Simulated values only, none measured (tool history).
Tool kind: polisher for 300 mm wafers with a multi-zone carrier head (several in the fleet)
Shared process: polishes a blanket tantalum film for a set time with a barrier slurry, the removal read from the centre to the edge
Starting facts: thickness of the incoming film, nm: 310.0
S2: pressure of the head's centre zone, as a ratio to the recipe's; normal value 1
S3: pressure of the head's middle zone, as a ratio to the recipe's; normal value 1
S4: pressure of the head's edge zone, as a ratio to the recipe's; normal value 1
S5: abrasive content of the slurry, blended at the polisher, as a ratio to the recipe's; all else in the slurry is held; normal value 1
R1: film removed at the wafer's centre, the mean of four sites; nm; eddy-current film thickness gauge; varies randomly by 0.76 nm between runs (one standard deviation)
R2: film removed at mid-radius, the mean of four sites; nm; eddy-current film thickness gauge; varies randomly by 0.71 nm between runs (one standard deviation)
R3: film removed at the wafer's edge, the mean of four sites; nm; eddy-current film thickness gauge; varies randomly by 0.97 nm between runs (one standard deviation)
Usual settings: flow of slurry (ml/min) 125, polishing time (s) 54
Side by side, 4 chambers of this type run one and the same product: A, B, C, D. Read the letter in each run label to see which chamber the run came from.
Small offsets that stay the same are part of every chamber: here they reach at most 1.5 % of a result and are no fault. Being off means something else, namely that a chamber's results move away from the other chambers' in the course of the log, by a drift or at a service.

run 1C day=0.446 | flow_of_slurry_(ml/min)=125 S2=1 S3=1 S4=1 S5=1 polishing_time_(s)=54 | R1=89.043 R2=90.436 R3=91.407
run 2A day=0.75 | flow_of_slurry_(ml/min)=125 S2=1 S3=1 S4=1 S5=1 polishing_time_(s)=54 | R1=88.315 R2=88.732 R3=88.779
run 3B day=1.179 | flow_of_slurry_(ml/min)=125 S2=1 S3=1 S4=1 S5=1 polishing_time_(s)=54 | R1=88.202 R2=90.633 R3=89.134
run 4D day=1.425 | flow_of_slurry_(ml/min)=125 S2=1 S3=1 S4=1 S5=1 polishing_time_(s)=54 | R1=88.091 R2=89.629 R3=90.668
run 5C day=1.675 | flow_of_slurry_(ml/min)=125 S2=1 S3=1 S4=1 S5=1 polishing_time_(s)=54 | R1=88.908 R2=90.034 R3=90.833
-- day=1.817 chamber A: centre zone pressure recalibrated
run 6B day=1.921 | flow_of_slurry_(ml/min)=145 S2=1 S3=1 S4=1 S5=0.75 polishing_time_(s)=54 | R1=83.627 R2=84.559 R3=81.887
run 7A day=2.183 | flow_of_slurry_(ml/min)=145 S2=1 S3=1 S4=1 S5=0.75 polishing_time_(s)=54 | R1=84.726 R2=83.326 R3=84.288
-- day=2.304 chamber C: worn pad replaced by a new one
run 8D day=2.483 | flow_of_slurry_(ml/min)=145 S2=1 S3=1 S4=1 S5=0.75 polishing_time_(s)=54 | R1=84.971 R2=85.135 R3=85.267
-- day=2.696 chamber A: worn pad replaced by a new one
-- day=2.746 chamber D: worn pad replaced by a new one
run 9B day=2.775 | flow_of_slurry_(ml/min)=145 S2=1 S3=1 S4=1 S5=0.75 polishing_time_(s)=54 | R1=83.485 R2=84.707 R3=84.544
run 10D day=3.079 | flow_of_slurry_(ml/min)=125 S2=1 S3=1 S4=1 S5=1 polishing_time_(s)=54 | R1=89.701 R2=90.792 R3=89.112
run 11A day=3.442 | flow_of_slurry_(ml/min)=125 S2=1 S3=1 S4=1 S5=1 polishing_time_(s)=54 | R1=90.138 R2=88.924 R3=90.406
run 12C day=3.758 | flow_of_slurry_(ml/min)=125 S2=1 S3=1 S4=1 S5=1 polishing_time_(s)=54 | R1=87.892 R2=89.447 R3=89.282
run 13C day=4.083 | flow_of_slurry_(ml/min)=125 S2=1 S3=1 S4=1 S5=1 polishing_time_(s)=54 | R1=89.797 R2=88.669 R3=91.634
run 14D day=4.346 | flow_of_slurry_(ml/min)=125 S2=1 S3=1 S4=1 S5=1 polishing_time_(s)=54 | R1=89.307 R2=89.844 R3=89.089
run 15B day=4.75 | flow_of_slurry_(ml/min)=125 S2=1 S3=1 S4=1 S5=1 polishing_time_(s)=54 | R1=88.447 R2=87.458 R3=88.112
run 16A day=5.175 | flow_of_slurry_(ml/min)=125 S2=1 S3=1 S4=1 S5=1 polishing_time_(s)=54 | R1=89.996 R2=90.501 R3=89.28
run 17B day=5.404 | flow_of_slurry_(ml/min)=125 S2=1 S3=1 S4=1 S5=1 polishing_time_(s)=54 | R1=86.927 R2=88.469 R3=87.469
run 18D day=5.854 | flow_of_slurry_(ml/min)=125 S2=0.88 S3=1 S4=1 S5=1 polishing_time_(s)=42 | R1=61.169 R2=70.644 R3=70.231
run 19C day=6.271 | flow_of_slurry_(ml/min)=125 S2=0.88 S3=1 S4=1 S5=1 polishing_time_(s)=42 | R1=61.079 R2=68.712 R3=70.222
run 20A day=6.754 | flow_of_slurry_(ml/min)=125 S2=0.88 S3=1 S4=1 S5=1 polishing_time_(s)=42 | R1=59.049 R2=69.976 R3=69.444
run 21B day=7.142 | flow_of_slurry_(ml/min)=125 S2=0.88 S3=1 S4=1 S5=1 polishing_time_(s)=42 | R1=57.546 R2=66.731 R3=67.085
run 22A day=7.392 | flow_of_slurry_(ml/min)=125 S2=1 S3=1 S4=1 S5=1 polishing_time_(s)=54 | R1=88.885 R2=89.161 R3=89.238
run 23C day=7.862 | flow_of_slurry_(ml/min)=125 S2=1 S3=1 S4=1 S5=1 polishing_time_(s)=54 | R1=88.172 R2=88.793 R3=92.454
run 24D day=8.112 | flow_of_slurry_(ml/min)=125 S2=1 S3=1 S4=1 S5=1 polishing_time_(s)=54 | R1=88.493 R2=90.942 R3=88.634
run 25C day=8.462 | flow_of_slurry_(ml/min)=125 S2=1 S3=1 S4=1 S5=1 polishing_time_(s)=54 | R1=88.941 R2=89.4 R3=91.657
run 26A day=8.925 | flow_of_slurry_(ml/min)=125 S2=1 S3=1 S4=1 S5=1 polishing_time_(s)=54 | R1=89.664 R2=88.316 R3=88.603

Decide between three cases: one chamber stands off from its peers, the gauge reading all wafers drifts, or nothing is wrong past each chamber's small offset. Where a chamber is off, say which and what most likely put it there.

Little by little, chamber B moves away from the other chambers.
Cause: removal rate lost through wear of the pad, % = 6.74.
Not necessarily distinguishable in this log from: slurry flow missing at the pad, %.

Which of the 4 candidates below, each the usual settings with something changed and its results left as question marks, puts chamber B back in line with what the other chambers give on the usual settings?
In line here means within this much of the mean the other chambers give on the usual settings: R1 2.6 nm; R2 2.5 nm; R3 3.4 nm
run 27B-1 day=9.271 | flow_of_slurry_(ml/min)=125 S2=1 S3=0.99 S4=1.01 S5=1 polishing_time_(s)=58 | R1=? R2=? R3=?
run 27B-2 day=9.271 | flow_of_slurry_(ml/min)=125 S2=1 S3=1.01 S4=0.99 S5=0.95 polishing_time_(s)=47 | R1=? R2=? R3=?
run 27B-3 day=9.271 | flow_of_slurry_(ml/min)=130 S2=1 S3=0.99 S4=1.01 S5=1.05 polishing_time_(s)=61 | R1=? R2=? R3=?
run 27B-4 day=9.271 | flow_of_slurry_(ml/min)=125 S2=1 S3=1.01 S4=0.99 S5=1 polishing_time_(s)=50 | R1=? R2=? R3=?

Average result of the remaining chambers running the usual settings: R1 89.099 nm; R2 89.522 nm; R3 90.028 nm
run=27B-1 R1=88.986 R2=89.228 R3=90.343
run=27B-2 R1=71.061 R2=72.585 R3=71.362
run=27B-3 R1=95.813 R2=95.955 R3=96.908
run=27B-4 R1=76.724 R2=78.37 R3=77.049
With 27B-1, the chamber falls back in line with the rest.
